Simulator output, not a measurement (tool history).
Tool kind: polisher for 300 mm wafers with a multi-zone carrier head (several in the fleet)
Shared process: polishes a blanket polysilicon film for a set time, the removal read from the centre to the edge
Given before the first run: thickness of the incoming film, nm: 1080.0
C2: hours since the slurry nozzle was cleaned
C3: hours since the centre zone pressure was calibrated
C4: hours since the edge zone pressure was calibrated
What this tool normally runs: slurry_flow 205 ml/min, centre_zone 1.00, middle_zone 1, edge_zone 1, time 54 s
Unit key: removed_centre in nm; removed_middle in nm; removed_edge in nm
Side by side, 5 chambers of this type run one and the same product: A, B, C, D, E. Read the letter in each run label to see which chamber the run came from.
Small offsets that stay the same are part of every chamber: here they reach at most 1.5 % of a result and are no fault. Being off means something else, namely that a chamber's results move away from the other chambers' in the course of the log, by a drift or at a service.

run 1D hour=3.6 | slurry_flow=205 centre_zone=1.00 middle_zone=1 edge_zone=1 time=54 | wafers_polished_on_this_pad=191 C2=221.7 C3=435.2 C4=379.5 | removed_centre=440.83 removed_middle=425.08 removed_edge=431.16
run 2C hour=7.3 | slurry_flow=205 centre_zone=1.00 middle_zone=1 edge_zone=1 time=54 | wafers_polished_on_this_pad=445 C2=665.0 C3=488.0 C4=678.2 | removed_centre=433.46 removed_middle=440.14 removed_edge=428.08
-- hour=9.2 chamber B: worn pad replaced by a new one
run 3B hour=11.1 | slurry_flow=205 centre_zone=1.00 middle_zone=1 edge_zone=1 time=54 | wafers_polished_on_this_pad=19 C2=79.7 C3=876.1 C4=344.1 | removed_centre=421.10 removed_middle=435.69 removed_edge=435.59
-- hour=12.5 chamber C: slurry nozzle cleaned
-- hour=14.1 chamber A: worn pad replaced by a new one
run 4A hour=16.1 | slurry_flow=205 centre_zone=1.00 middle_zone=1 edge_zone=1 time=54 | wafers_polished_on_this_pad=21 C2=84.4 C3=384.3 C4=239.6 | removed_centre=434.39 removed_middle=432.99 removed_edge=431.49
run 5E hour=21.1 | slurry_flow=165 centre_zone=1.00 middle_zone=1 edge_zone=1 time=54 | wafers_polished_on_this_pad=1122 C2=46.6 C3=334.3 C4=651.8 | removed_centre=414.48 removed_middle=420.44 removed_edge=420.98
-- hour=23.9 chamber A: centre zone pressure recalibrated
run 6A hour=24.5 | slurry_flow=165 centre_zone=1.00 middle_zone=1 edge_zone=1 time=54 | wafers_polished_on_this_pad=107 C2=92.8 C3=0.6 C4=248.0 | removed_centre=413.06 removed_middle=407.26 removed_edge=422.36
run 7D hour=29.6 | slurry_flow=165 centre_zone=1.00 middle_zone=1 edge_zone=1 time=54 | wafers_polished_on_this_pad=458 C2=247.7 C3=461.2 C4=405.5 | removed_centre=414.48 removed_middle=419.59 removed_edge=424.38
run 8B hour=34.2 | slurry_flow=165 centre_zone=1.00 middle_zone=1 edge_zone=1 time=54 | wafers_polished_on_this_pad=257 C2=102.8 C3=899.2 C4=367.2 | removed_centre=404.16 removed_middle=409.13 removed_edge=419.59
run 9C hour=38.6 | slurry_flow=165 centre_zone=1.00 middle_zone=1 edge_zone=1 time=54 | wafers_polished_on_this_pad=766 C2=26.1 C3=519.3 C4=709.5 | removed_centre=413.23 removed_middle=429.01 removed_edge=423.07
run 10E hour=42.0 | slurry_flow=205 centre_zone=1.00 middle_zone=1 edge_zone=1 time=54 | wafers_polished_on_this_pad=1337 C2=67.5 C3=355.2 C4=672.7 | removed_centre=421.85 removed_middle=430.63 removed_edge=436.17
run 11D hour=46.2 | slurry_flow=205 centre_zone=1.00 middle_zone=1 edge_zone=1 time=54 | wafers_polished_on_this_pad=629 C2=264.3 C3=477.8 C4=422.1 | removed_centre=437.75 removed_middle=435.92 removed_edge=435.33
run 12E hour=48.6 | slurry_flow=205 centre_zone=1.00 middle_zone=1 edge_zone=1 time=54 | wafers_polished_on_this_pad=1404 C2=74.1 C3=361.8 C4=679.3 | removed_centre=424.74 removed_middle=437.53 removed_edge=430.51
-- hour=49.6 chamber E: worn pad replaced by a new one
run 13C hour=53.6 | slurry_flow=205 centre_zone=1.00 middle_zone=1 edge_zone=1 time=54 | wafers_polished_on_this_pad=920 C2=41.1 C3=534.3 C4=724.5 | removed_centre=422.03 removed_middle=431.11 removed_edge=428.24
run 14A hour=56.8 | slurry_flow=205 centre_zone=1.00 middle_zone=1 edge_zone=1 time=54 | wafers_polished_on_this_pad=439 C2=125.1 C3=32.9 C4=280.3 | removed_centre=428.83 removed_middle=424.11 removed_edge=427.26
run 15B hour=59.7 | slurry_flow=145 centre_zone=1.00 middle_zone=1 edge_zone=1 time=48 | wafers_polished_on_this_pad=519 C2=128.3 C3=924.7 C4=392.7 | removed_centre=356.07 removed_middle=359.20 removed_edge=363.99
run 16C hour=62.0 | slurry_flow=145 centre_zone=1.00 middle_zone=1 edge_zone=1 time=48 | wafers_polished_on_this_pad=1007 C2=49.5 C3=542.7 C4=732.9 | removed_centre=357.72 removed_middle=359.55 removed_edge=368.98
run 17D hour=64.6 | slurry_flow=145 centre_zone=1.00 middle_zone=1 edge_zone=1 time=48 | wafers_polished_on_this_pad=818 C2=282.7 C3=496.2 C4=440.5 | removed_centre=360.66 removed_middle=350.94 removed_edge=369.92
-- hour=65.4 chamber A: worn pad replaced by a new one
-- hour=66.0 chamber C: worn pad replaced by a new one
run 18E hour=67.6 | slurry_flow=145 centre_zone=1.00 middle_zone=1 edge_zone=1 time=48 | wafers_polished_on_this_pad=185 C2=93.1 C3=380.8 C4=698.3 | removed_centre=354.77 removed_middle=371.76 removed_edge=364.82
run 19B hour=72.5 | slurry_flow=145 centre_zone=1.00 middle_zone=1 edge_zone=1 time=48 | wafers_polished_on_this_pad=650 C2=141.1 C3=937.5 C4=405.5 | removed_centre=361.96 removed_middle=356.45 removed_edge=364.68
run 20A hour=77.6 | slurry_flow=205 centre_zone=1.00 middle_zone=1 edge_zone=1 time=54 | wafers_polished_on_this_pad=125 C2=145.9 C3=53.7 C4=301.1 | removed_centre=437.21 removed_middle=441.63 removed_edge=433.06
-- hour=78.0 chamber D: centre zone pressure recalibrated
-- hour=81.6 chamber E: centre zone pressure recalibrated
run 21C hour=82.0 | slurry_flow=205 centre_zone=1.00 middle_zone=1 edge_zone=1 time=54 | wafers_polished_on_this_pad=165 C2=69.5 C3=562.7 C4=752.9 | removed_centre=422.67 removed_middle=431.74 removed_edge=435.11
run 22E hour=86.9 | slurry_flow=205 centre_zone=1.00 middle_zone=1 edge_zone=1 time=54 | wafers_polished_on_this_pad=383 C2=112.4 C3=5.4 C4=717.6 | removed_centre=430.36 removed_middle=435.78 removed_edge=434.65
-- hour=90.0 chamber B: worn pad replaced by a new one
run 23A hour=91.0 | slurry_flow=205 centre_zone=1.00 middle_zone=1 edge_zone=1 time=54 | wafers_polished_on_this_pad=263 C2=159.3 C3=67.1 C4=314.5 | removed_centre=436.88 removed_middle=434.54 removed_edge=434.72
run 24D hour=93.9 | slurry_flow=205 centre_zone=1.05 middle_zone=1 edge_zone=1 time=54 | wafers_polished_on_this_pad=1119 C2=312.0 C3=15.9 C4=469.8 | removed_centre=414.75 removed_middle=427.70 removed_edge=433.59
run 25B hour=97.3 | slurry_flow=205 centre_zone=1.05 middle_zone=1 edge_zone=1 time=54 | wafers_polished_on_this_pad=75 C2=165.9 C3=962.3 C4=430.3 | removed_centre=462.15 removed_middle=437.70 removed_edge=429.99
run 26D hour=99.8 | slurry_flow=205 centre_zone=1.05 middle_zone=1 edge_zone=1 time=54 | wafers_polished_on_this_pad=1179 C2=317.9 C3=21.8 C4=475.7 | removed_centre=408.87 removed_middle=429.15 removed_edge=437.10
run 27A hour=103.2 | slurry_flow=205 centre_zone=1.05 middle_zone=1 edge_zone=1 time=54 | wafers_polished_on_this_pad=388 C2=171.5 C3=79.3 C4=326.7 | removed_centre=461.92 removed_middle=428.80 removed_edge=434.08
run 28E hour=108.2 | slurry_flow=205 centre_zone=1.05 middle_zone=1 edge_zone=1 time=54 | wafers_polished_on_this_pad=602 C2=133.7 C3=26.7 C4=738.9 | removed_centre=444.02 removed_middle=438.89 removed_edge=436.37
run 29B hour=113.0 | slurry_flow=205 centre_zone=1.00 middle_zone=1 edge_zone=1 time=54 | wafers_polished_on_this_pad=236 C2=181.6 C3=978.0 C4=446.0 | removed_centre=430.89 removed_middle=425.85 removed_edge=426.89
run 30C hour=116.3 | slurry_flow=205 centre_zone=1.00 middle_zone=1 edge_zone=1 time=54 | wafers_polished_on_this_pad=517 C2=103.8 C3=597.0 C4=787.2 | removed_centre=427.66 removed_middle=442.12 removed_edge=428.86
-- hour=117.1 chamber A: worn pad replaced by a new one
run 31C hour=121.2 | slurry_flow=205 centre_zone=1.00 middle_zone=1 edge_zone=1 time=65 | wafers_polished_on_this_pad=567 C2=108.7 C3=601.9 C4=792.1 | removed_centre=525.31 removed_middle=520.11 removed_edge=519.00
run 32A hour=125.4 | slurry_flow=205 centre_zone=1.00 middle_zone=1 edge_zone=1 time=65 | wafers_polished_on_this_pad=85 C2=193.7 C3=101.5 C4=348.9 | removed_centre=519.67 removed_middle=520.52 removed_edge=521.23
run 33E hour=130.3 | slurry_flow=205 centre_zone=1.00 middle_zone=1 edge_zone=1 time=65 | wafers_polished_on_this_pad=829 C2=155.8 C3=48.8 C4=761.0 | removed_centre=520.16 removed_middle=515.06 removed_edge=522.06
run 34D hour=133.4 | slurry_flow=205 centre_zone=1.00 middle_zone=1 edge_zone=1 time=65 | wafers_polished_on_this_pad=1525 C2=351.5 C3=55.4 C4=509.3 | removed_centre=464.69 removed_middle=507.98 removed_edge=521.25
run 35B hour=135.7 | slurry_flow=205 centre_zone=1.00 middle_zone=1 edge_zone=1 time=65 | wafers_polished_on_this_pad=470 C2=204.3 C3=1000.7 C4=468.7 | removed_centre=514.81 removed_middle=526.20 removed_edge=515.32
run 36D hour=139.6 | slurry_flow=205 centre_zone=1.00 middle_zone=1 edge_zone=1 time=54 | wafers_polished_on_this_pad=1588 C2=357.7 C3=61.6 C4=515.5 | removed_centre=391.35 removed_middle=429.02 removed_edge=430.18
run 37A hour=143.0 | slurry_flow=205 centre_zone=1.00 middle_zone=1 edge_zone=1 time=54 | wafers_polished_on_this_pad=266 C2=211.3 C3=119.1 C4=366.5 | removed_centre=435.24 removed_middle=434.69 removed_edge=432.77
run 38C hour=145.3 | slurry_flow=205 centre_zone=1.00 middle_zone=1 edge_zone=1 time=54 | wafers_polished_on_this_pad=815 C2=132.8 C3=626.0 C4=816.2 | removed_centre=429.61 removed_middle=431.97 removed_edge=426.99
run 39E hour=149.0 | slurry_flow=205 centre_zone=1.00 middle_zone=1 edge_zone=1 time=54 | wafers_polished_on_this_pad=1021 C2=174.5 C3=67.5 C4=779.7 | removed_centre=428.09 removed_middle=439.88 removed_edge=431.29

Has any chamber moved away from the others, gradually or after a service, or does the common gauge drift, or do the chambers differ only by their own small steady offsets? State the chamber and the most likely cause if one applies.

After it was serviced, chamber D no longer matches the other chambers.
Cause: centre zone's pressure below its setpoint, % = 9.38.

Chamber D could run next with any of the 4 candidate recipes listed below; each alters the usual settings, and their results appear as question marks. Which one brings its results back in line with what the other chambers deliver on the usual settings?
Counts as in line when no further than this from what the other chambers average on the usual settings: removed_centre 16.00 nm; removed_middle 21.00 nm; removed_edge 11.00 nm
run 40D-1 hour=152.7 | slurry_flow=195 centre_zone=0.87 middle_zone=1.01 edge_zone=1.05 time=53 | removed_centre=? removed_middle=? removed_edge=?
run 40D-2 hour=152.7 | slurry_flow=215 centre_zone=1.15 middle_zone=0.98 edge_zone=0.94 time=55 | removed_centre=? removed_middle=? removed_edge=?
run 40D-3 hour=152.7 | slurry_flow=210 centre_zone=1.08 middle_zone=0.99 edge_zone=0.97 time=54 | removed_centre=? removed_middle=? removed_edge=?
run 40D-4 hour=152.7 | slurry_flow=200 centre_zone=0.92 middle_zone=1.01 edge_zone=1.03 time=54 | removed_centre=? removed_middle=? removed_edge=?

What the other chambers average on the usual settings: removed_centre 430.00 nm; removed_middle 431.80 nm; removed_edge 431.05 nm
run=40D-1 removed_centre=324.22 removed_middle=424.20 removed_edge=432.01
run=40D-2 removed_centre=465.80 removed_middle=433.44 removed_edge=428.00
run=40D-3 removed_centre=425.35 removed_middle=428.35 removed_edge=425.87
run=40D-4 removed_centre=353.25 removed_middle=433.72 removed_edge=436.92
Change 40D-3 lands the chamber within the allowed miss of the other chambers.
